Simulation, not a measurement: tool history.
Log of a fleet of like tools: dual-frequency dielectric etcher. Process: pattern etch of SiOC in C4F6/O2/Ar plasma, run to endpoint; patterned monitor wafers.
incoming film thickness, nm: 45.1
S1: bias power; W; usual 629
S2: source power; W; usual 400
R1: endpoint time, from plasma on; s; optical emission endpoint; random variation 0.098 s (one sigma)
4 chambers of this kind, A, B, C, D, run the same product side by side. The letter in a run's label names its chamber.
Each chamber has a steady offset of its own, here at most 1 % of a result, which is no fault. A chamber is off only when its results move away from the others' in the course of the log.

Run 1D, hour 6.5: usual settings. Result: R1 13.813 s.
Run 2C, hour 11.2: usual settings. Result: R1 13.619 s.
Run 3B, hour 17.4: usual settings. Result: R1 13.962 s.
Run 4A, hour 23.7: usual settings. Result: R1 14.107 s.
Run 5B, hour 30.3: usual settings. Result: R1 13.963 s.
Run 6C, hour 36.6: usual settings. Result: R1 13.714 s.
Run 7D, hour 40.6: usual settings but S1 748 W. Result: R1 12.868 s.
Run 8A, hour 45.1: usual settings but S1 748 W. Result: R1 12.940 s.
Run 9D, hour 50.6: usual settings but S1 748 W. Result: R1 12.972 s.
Run 10C, hour 55.2: usual settings but S1 748 W. Result: R1 12.901 s.
Run 11A, hour 62.6: usual settings. Result: R1 13.743 s.
Run 12B, hour 68.3: usual settings. Result: R1 14.125 s.
Run 13B, hour 74.3: usual settings. Result: R1 13.813 s.
Run 14A, hour 78.8: usual settings. Result: R1 13.853 s.
Run 15C, hour 83.2: usual settings. Result: R1 13.627 s.
Run 16D, hour 88.5: usual settings. Result: R1 13.850 s.
Run 17C, hour 93.8: usual settings. Result: R1 13.668 s.
Run 18D, hour 101.9: usual settings. Result: R1 13.871 s.
Run 19B, hour 109.8: usual settings. Result: R1 13.820 s.
Run 20A, hour 116.4: usual settings. Result: R1 13.753 s.
Run 21B, hour 120.4: usual settings. Result: R1 13.803 s.
Run 22D, hour 128.8: usual settings. Result: R1 13.783 s.
Run 23A, hour 133.7: usual settings. Result: R1 13.823 s.
At hour 136.9: chamber B: wet clean of the chamber.
Run 24C, hour 141.6: usual settings but S1 478 W, S2 450 W. Result: R1 14.190 s.
Run 25A, hour 145.7: usual settings but S1 478 W, S2 450 W. Result: R1 14.666 s.
Run 26C, hour 153.4: usual settings but S1 478 W, S2 450 W. Result: R1 14.187 s.
Run 27B, hour 158.2: usual settings but S1 478 W, S2 450 W. Result: R1 14.745 s.
Run 28D, hour 166.4: usual settings. Result: R1 13.646 s.
Run 29D, hour 170.6: usual settings. Result: R1 13.818 s.
Run 30C, hour 178.7: usual settings but S1 730 W, S2 320 W. Result: R1 13.661 s.
Run 31A, hour 182.7: usual settings but S1 730 W, S2 320 W. Result: R1 14.099 s.
Run 32B, hour 189.1: usual settings but S1 730 W, S2 320 W. Result: R1 14.340 s.
Run 33C, hour 194.3: usual settings but S1 730 W, S2 320 W. Result: R1 13.676 s.
Run 34D, hour 202.2: usual settings. Result: R1 13.806 s.
Run 35A, hour 207.2: usual settings. Result: R1 13.989 s.
Run 36B, hour 215.6: usual settings. Result: R1 13.689 s.
Run 37C, hour 220.4: usual settings. Result: R1 13.151 s.
Run 38B, hour 228.2: usual settings. Result: R1 13.888 s.
Run 39D, hour 233.5: usual settings. Result: R1 13.937 s.
Run 40A, hour 239.0: usual settings. Result: R1 13.759 s.

Next, every chamber runs the same settings. What will each give?
Run 41A, hour 245.0: usual settings. Result: R1 ?.
Run 41B, hour 245.0: usual settings. Result: R1 ?.
Run 41C, hour 245.0: usual settings. Result: R1 ?.
Run 41D, hour 245.0: usual settings. Result: R1 ?.

run      R1
41A  13.859
41B  13.906
41C  12.991
41D  13.920
